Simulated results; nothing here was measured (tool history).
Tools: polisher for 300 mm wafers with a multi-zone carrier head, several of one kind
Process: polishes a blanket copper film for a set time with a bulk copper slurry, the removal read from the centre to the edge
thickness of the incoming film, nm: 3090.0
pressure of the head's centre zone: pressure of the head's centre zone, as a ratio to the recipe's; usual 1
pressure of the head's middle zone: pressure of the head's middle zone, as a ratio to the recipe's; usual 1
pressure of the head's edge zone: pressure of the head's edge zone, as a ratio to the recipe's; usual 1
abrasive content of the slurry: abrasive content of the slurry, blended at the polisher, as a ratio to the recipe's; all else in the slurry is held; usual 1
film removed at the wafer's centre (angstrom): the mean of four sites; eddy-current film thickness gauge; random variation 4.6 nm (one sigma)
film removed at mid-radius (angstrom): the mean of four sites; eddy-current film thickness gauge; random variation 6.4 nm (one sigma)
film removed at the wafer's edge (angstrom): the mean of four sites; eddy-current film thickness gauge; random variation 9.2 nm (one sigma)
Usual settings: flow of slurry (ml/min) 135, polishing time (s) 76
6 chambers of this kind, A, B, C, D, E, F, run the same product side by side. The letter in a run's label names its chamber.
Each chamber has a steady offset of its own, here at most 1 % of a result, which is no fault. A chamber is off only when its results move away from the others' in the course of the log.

run	hour	flow of slurry (ml/min)	pressure of the head's centre zone	pressure of the head's middle zone	pressure of the head's edge zone	abrasive content of the slurry	polishing time (s)	wafers polished on this pad	hours since the slurry nozzle was cleaned	hours since the centre zone pressure was calibrated	hours since the edge zone pressure was calibrated	film removed at the wafer's centre (angstrom)	film removed at mid-radius (angstrom)	film removed at the wafer's edge (angstrom)
1A	14.2	135	1	1	1	1	76	649	363.1	343	307.1	6237.9	6068.2	6387.1
2B	27.4	135	1	1	1	1	76	170	424	53.5	1335.5	6213.7	6147.9	6163.7
# hour 31: chamber F: worn pad replaced by a new one
3F	39.5	135	1	1	1	1	76	46	729.6	239.6	619.4	6137.3	6253.7	6145.9
# hour 47.8: chamber E: centre zone pressure recalibrated
# hour 49.6: chamber C: centre zone pressure recalibrated
4C	53.8	135	1	1	1	1	76	471	86.3	4.2	512.3	6273.8	6151.5	6307.6
5E	66.2	135	1	1	0.91	1	68	704	229	18.4	1186.6	5503.2	5561.9	5342.8
# hour 70.6: chamber F: edge zone pressure recalibrated
6D	76.4	135	1	1	0.91	1	68	683	361.5	320.9	1057.4	5528	5555	5398.4
# hour 87.7: chamber A: worn pad replaced by a new one
# hour 88.8: chamber D: worn pad replaced by a new one
7B	91.8	135	1	1	0.91	1	68	523	488.4	117.9	1399.9	5637.3	5419.2	5214.4
8E	105.4	135	1	1	0.91	1	68	918	268.2	57.6	1225.8	5642	5616.1	5373.4
9A	114.9	135	1	1	0.91	1	68	149	463.8	443.7	407.8	5503.3	5448.1	5367.8
# hour 115: chamber E: worn pad replaced by a new one
# hour 118.9: chamber B: slurry nozzle cleaned
10F	128.9	135	1	1	0.91	1	68	536	819	329	58.4	5506.5	5574.2	5379.2
11D	144.5	135	1	1	1	1	96	305	429.6	389	1125.5	7789.3	7824.2	7889.9
# hour 145.7: chamber F: slurry nozzle cleaned
# hour 146.8: chamber B: edge zone pressure recalibrated
# hour 153.3: chamber F: worn pad replaced by a new one
# hour 154.4: chamber B: worn pad replaced by a new one
# hour 155: chamber E: edge zone pressure recalibrated
12C	158.8	135	1	1	1	1	96	1047	191.3	109.2	617.3	7878.3	7817.3	7882.5
13A	173.1	135	1	1	1	1	96	468	522	501.9	466	7810.8	7861.6	7873.5
14E	182.1	135	1	1	1	1	96	367	344.9	134.3	27.1	7855.7	7774	8020.5
# hour 196.1: chamber C: worn pad replaced by a new one
15C	197.7	135	1	1	1	1	96	8	230.2	148.1	656.2	7924.5	7868.3	7833.7
16F	205.4	135	1	1	1	1	96	285	59.8	405.5	134.9	7862.8	8027.2	7759.4
# hour 209.5: chamber D: worn pad replaced by a new one
17B	214.6	135	1	1	1	1	76	330	95.7	240.7	67.8	6236.1	6222.5	6175
# hour 225: chamber C: edge zone pressure recalibrated
18D	229.1	135	1	1	1	1	76	107	514.2	473.6	1210.1	6151.9	6167.8	6206.1
# hour 232.3: chamber D: centre zone pressure recalibrated
# hour 239.4: chamber D: edge zone pressure recalibrated
19C	240.9	135	1	1	1	1	76	245	273.4	191.3	16	6243.8	6352.8	6099.7
# hour 247.2: chamber A: worn pad replaced by a new one
20F	247.9	135	1	1	1	1	76	518	102.3	448	177.4	6185.3	6400.2	6287.2
21B	262.4	135	1	1	1	1	76	592	143.5	288.5	115.6	6279.1	6141.3	6412.3
# hour 270.4: chamber B: centre zone pressure recalibrated
22D	270.5	100	1	1	1	1	52	334	555.6	38.3	31.2	3742.2	3865.6	3979.1
# hour 273.8: chamber F: worn pad replaced by a new one
23E	284.5	100	1	1	1	1	52	928	447.3	236.7	129.5	3937.4	3901.9	3957.2
24A	291.7	100	1	1	1	1	52	243	640.6	620.5	584.6	3871.4	3913	4013.8
# hour 297.4: chamber E: worn pad replaced by a new one
25B	301.3	100	1	1	1	1	52	805	182.4	30.9	154.5	3915	3914.9	3986.8
# hour 307.3: chamber B: worn pad replaced by a new one
# hour 309.6: chamber C: slurry nozzle cleaned
26D	311.6	100	1	1	1	1	52	559	596.7	79.4	72.3	3745.2	3867.7	4019
27C	319.8	100	1	1	1	1	52	677	10.3	270.2	94.9	3959	3996.1	4141.5
# hour 329.9: chamber D: worn pad replaced by a new one
28E	330.5	135	1	1	1	1	76	181	493.3	282.7	175.5	6305.4	6180.4	6387.1
29A	342.6	135	1	1	1	1	76	522	691.5	671.4	635.5	6198.4	6244.7	6107.6
30F	354.6	135	1	1	1	1	76	442	209	554.7	284.1	6159.9	6244.9	6170.9
31B	369.3	135	1	1	1	1	76	339	250.4	98.9	222.5	6153.7	6317	6215.1
32D	377.2	135	1.09	1	1	1	76	259	662.3	145	137.9	6507.7	5848.5	6038.9
33C	384.8	135	1.09	1	1	1	76	1034	75.3	335.2	159.9	6830.4	6220.3	6226.9
# hour 391.5: chamber E: slurry nozzle cleaned
# hour 393: chamber F: worn pad replaced by a new one
34A	394	135	1.09	1	1	1	76	804	742.9	722.8	686.9	6820.6	6084.3	6193
35F	402.4	135	1.09	1	1	1	76	51	256.8	602.5	331.9	6781.1	6297	6270.6
36E	417.8	135	1.09	1	1	1	76	659	26.3	370	262.8	6877.2	6257.4	6190.9
37D	431.9	135	1.09	1	1	1	76	558	717	199.7	192.6	6508.1	5927.9	5860.2
# hour 435.1: chamber C: worn pad replaced by a new one
# hour 439.5: chamber C: centre zone pressure recalibrated
# hour 445.8: chamber A: worn pad replaced by a new one
38C	447.6	135	1	1	1	1	76	68	138.1	8.2	222.7	6234.9	6336.6	6349.2
39A	459.1	135	1	1	1	1	76	73	808	787.9	752	6185.2	6251.2	6138.1

All 6 chambers run these settings next. Forecast each chamber's results:
40A	470.5	135	1	0.9	1	1	76					?	?	?
40B	470.5	135	1	0.9	1	1	76					?	?	?
40C	470.5	135	1	0.9	1	1	76					?	?	?
40D	470.5	135	1	0.9	1	1	76					?	?	?
40E	470.5	135	1	0.9	1	1	76					?	?	?
40F	470.5	135	1	0.9	1	1	76					?	?	?

run	film removed at the wafer's centre (angstrom)	film removed at mid-radius (angstrom)	film removed at the wafer's edge (angstrom)
40A	6188.7	5692.9	6172.5
40B	6252.9	5666.8	6257.2
40C	6208.5	5613	6347.9
40D	5834.6	5382.3	5991.6
40E	6250.4	5658.2	6270.9
40F	6070	5614.2	6190.9
